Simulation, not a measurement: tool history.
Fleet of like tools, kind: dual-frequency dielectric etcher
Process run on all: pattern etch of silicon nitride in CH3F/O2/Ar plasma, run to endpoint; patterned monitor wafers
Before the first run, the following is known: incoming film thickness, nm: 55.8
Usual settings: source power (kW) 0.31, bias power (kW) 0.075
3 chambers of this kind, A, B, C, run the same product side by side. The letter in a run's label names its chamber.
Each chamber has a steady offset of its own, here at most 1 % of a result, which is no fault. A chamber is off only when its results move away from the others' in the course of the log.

| run | day | source power (kW) | bias power (kW) | endpoint time (s) |
|---|---|---|---|---|
| 1A | 0.138 | 0.31 | 0.075 | 87.746 |
| 2B | 0.354 | 0.31 | 0.075 | 87.092 |
| 3C | 0.521 | 0.31 | 0.075 | 87.392 |
| 4C | 0.762 | 0.31 | 0.075 | 87.548 |
| 5A | 1.021 | 0.34 | 0.084 | 81.234 |
| 6B | 1.225 | 0.34 | 0.084 | 80.419 |
| 7A | 1.425 | 0.34 | 0.084 | 81.064 |
|  | 1.508 | chamber C: wet clean of the chamber |
| 8C | 1.562 | 0.31 | 0.075 | 87.145 |
| 9B | 1.696 | 0.31 | 0.075 | 86.244 |
| 10B | 1.942 | 0.31 | 0.075 | 87.097 |
| 11A | 2.212 | 0.31 | 0.075 | 87.59 |
| 12C | 2.471 | 0.31 | 0.075 | 86.81 |
| 13C | 2.642 | 0.31 | 0.075 | 87.442 |
| 14A | 2.896 | 0.31 | 0.075 | 87.419 |
| 15B | 3.175 | 0.31 | 0.075 | 86.993 |
| 16B | 3.392 | 0.31 | 0.075 | 86.978 |
| 17A | 3.604 | 0.31 | 0.075 | 87.232 |
| 18C | 3.821 | 0.23 | 0.075 | 97.442 |
| 19B | 4.029 | 0.23 | 0.075 | 97.693 |
| 20A | 4.267 | 0.23 | 0.075 | 98.586 |
| 21C | 4.533 | 0.35 | 0.069 | 86.147 |
| 22B | 4.688 | 0.35 | 0.069 | 85.364 |
| 23C | 4.858 | 0.35 | 0.069 | 86.232 |
| 24A | 5.012 | 0.31 | 0.075 | 88.571 |
| 25B | 5.254 | 0.31 | 0.075 | 87.143 |
| 26A | 5.512 | 0.31 | 0.075 | 88.919 |
| 27C | 5.667 | 0.31 | 0.075 | 87.046 |
| 28A | 5.85 | 0.31 | 0.075 | 89.468 |
| 29B | 6.133 | 0.31 | 0.065 | 91.708 |
| 30C | 6.275 | 0.31 | 0.065 | 92.308 |
| 31A | 6.438 | 0.31 | 0.065 | 94.582 |
| 32C | 6.604 | 0.31 | 0.075 | 87.363 |
| 33B | 6.867 | 0.31 | 0.075 | 87.195 |
| 34A | 7.121 | 0.31 | 0.075 | 89.995 |
| 35C | 7.296 | 0.31 | 0.088 | 82.4 |
| 36B | 7.475 | 0.31 | 0.088 | 81.744 |
| 37B | 7.721 | 0.31 | 0.088 | 82.423 |
| 38A | 7.883 | 0.31 | 0.075 | 91.069 |
| 39C | 8.117 | 0.31 | 0.075 | 87.424 |
| 40A | 8.258 | 0.31 | 0.075 | 91.078 |
| 41C | 8.383 | 0.31 | 0.075 | 87.496 |
| 42B | 8.667 | 0.31 | 0.075 | 87.514 |
| 43C | 8.796 | 0.31 | 0.075 | 87.256 |

What goes on in this fleet: one chamber off, a drifting gauge, or nothing beyond the chambers' own small offsets? Name the chamber and the cause, if any.

One chamber, A, drifts off from the rest bit by bit.
Cause: etch rate under this chamber's usual, % = 4.22.

Here are 4 candidates for chamber A's next run, each the usual settings with a change, their results left as question marks. Which one brings its results back in line with what the others give on the usual settings?
In line means no further than this from the other chambers' mean on the usual settings: endpoint time (s) 1.1
| 44A-1 | 9 | 0.33 | 0.08 | ? |
| 44A-2 | 9 | 0.32 | 0.075 | ? |
| 44A-3 | 9 | 0.3 | 0.074 | ? |
| 44A-4 | 9 | 0.29 | 0.07 | ? |

Mean of the other chambers on the usual settings: endpoint time (s) 87.195
| run | endpoint time (s) |
|---|---|
| 44A-1 | 87.329 |
| 44A-2 | 90.397 |
| 44A-3 | 93.086 |
| 44A-4 | 96.155 |
44A-1 puts the chamber back in line with the other chambers.

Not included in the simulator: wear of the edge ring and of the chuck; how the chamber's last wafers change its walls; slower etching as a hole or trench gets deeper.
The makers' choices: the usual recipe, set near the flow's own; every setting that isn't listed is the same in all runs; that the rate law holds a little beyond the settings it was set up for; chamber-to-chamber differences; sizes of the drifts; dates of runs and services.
